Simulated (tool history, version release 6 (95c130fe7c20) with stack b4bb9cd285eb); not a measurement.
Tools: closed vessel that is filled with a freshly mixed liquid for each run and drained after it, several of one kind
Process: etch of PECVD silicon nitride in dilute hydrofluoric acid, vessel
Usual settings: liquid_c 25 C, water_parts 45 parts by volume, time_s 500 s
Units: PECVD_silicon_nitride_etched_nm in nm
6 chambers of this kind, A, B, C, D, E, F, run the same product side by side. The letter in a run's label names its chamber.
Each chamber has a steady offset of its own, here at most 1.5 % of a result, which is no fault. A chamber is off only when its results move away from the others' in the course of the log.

run     day  liquid_c  water_parts  time_s  read-back film thickness of the PECVD silicon nitride reference wafer, read on the same gauge (nm)  PECVD_silicon_nitride_etched_nm
 1E     0.3        25           45     500                                                                                              49.996                           29.021
 2A   0.608        25           45     500                                                                                               49.99                            29.22
      0.729  -- chamber D: hydrofluoric acid flow meter replaced
 3D   0.925        25           45     500                                                                                              49.994                           28.744
 4F   1.117        25           45     500                                                                                               49.99                           29.308
 5C   1.325        25           45     275                                                                                              50.012                           15.892
 6B   1.479        25           45     275                                                                                               49.97                           16.076
 7A   1.771        25           45     275                                                                                              50.005                           16.173
      1.858  -- chamber E: hydrofluoric acid flow meter replaced
 8F   2.067        25           45     275                                                                                               49.98                           16.152
 9E    2.35        25           45     275                                                                                              50.007                            16.25
10C   2.571        25           45     275                                                                                              49.988                           15.974
11B   2.717        25           45     500                                                                                               50.01                           29.061
12D   2.979        25           45     500                                                                                              49.992                           28.923
13C   3.188        25           60     255                                                                                              50.009                           10.951
14B   3.504        25           60     255                                                                                              50.005                           11.292
15F   3.825        25           60     255                                                                                              50.009                           11.227
16A   4.067        25           60     255                                                                                              50.011                           11.297
17D   4.296        25           60     255                                                                                               50.01                           11.245
18E   4.525        25           60     255                                                                                              50.002                           11.238
19E   4.688        25           45     500                                                                                              49.995                           29.163
20B   4.858        25           45     500                                                                                                  50                           29.538
21C   5.088        25           45     500                                                                                              50.003                           29.194
22A   5.383        23           45     225                                                                                              49.991                           11.312
23F   5.558        23           45     225                                                                                              50.001                            11.47
24D   5.846        23           45     225                                                                                              49.978                           11.469
25E   6.071        23           45     225                                                                                              49.998                             11.5
26A   6.367        23           45     225                                                                                               50.02                           11.595
27C   6.596        23           45     225                                                                                              50.011                           11.513
28B   6.888        25           45     500                                                                                              50.016                           29.437
29F   7.042        25           45     500                                                                                               50.02                           29.223
30D   7.208        25           45     500                                                                                              50.005                           28.919
31C   7.358        25           45     500                                                                                              49.978                           28.632
32E   7.533        25           45     500                                                                                              50.001                           29.205
33D   7.783        25           45     500                                                                                              50.014                           29.055
34B   7.967        25           45     500                                                                                              50.005                           29.408
35A   8.275        25           45     500                                                                                              49.989                           29.484
36F   8.579        25           45     500                                                                                              49.998                           29.381
37E   8.875        25           45     500                                                                                              50.032                           28.919
38F    9.05        25           45     500                                                                                              50.015                           29.272
39B   9.212        25           45     500                                                                                              50.026                           29.773
40C   9.375        25           45     500                                                                                               50.01                           28.885
41D   9.629        25           45     500                                                                                              50.008                            29.21
42A   9.858        25           45     500                                                                                              49.989                           29.262
43B  10.042        25           45     500                                                                                              49.973                           29.298
44E  10.358        25           45     500                                                                                              50.015                           29.008

All 6 chambers run these settings next. Forecast each chamber's results:
45A  10.596        25           45     500                                                                                                                                    ?
45B  10.596        25           45     500                                                                                                                                    ?
45C  10.596        25           45     500                                                                                                                                    ?
45D  10.596        25           45     500                                                                                                                                    ?
45E  10.596        25           45     500                                                                                                                                    ?
45F  10.596        25           45     500                                                                                                                                    ?

run  PECVD_silicon_nitride_etched_nm
45A                           29.285
45B                           29.585
45C                           29.094
45D                           29.534
45E                           29.525
45F                           29.182

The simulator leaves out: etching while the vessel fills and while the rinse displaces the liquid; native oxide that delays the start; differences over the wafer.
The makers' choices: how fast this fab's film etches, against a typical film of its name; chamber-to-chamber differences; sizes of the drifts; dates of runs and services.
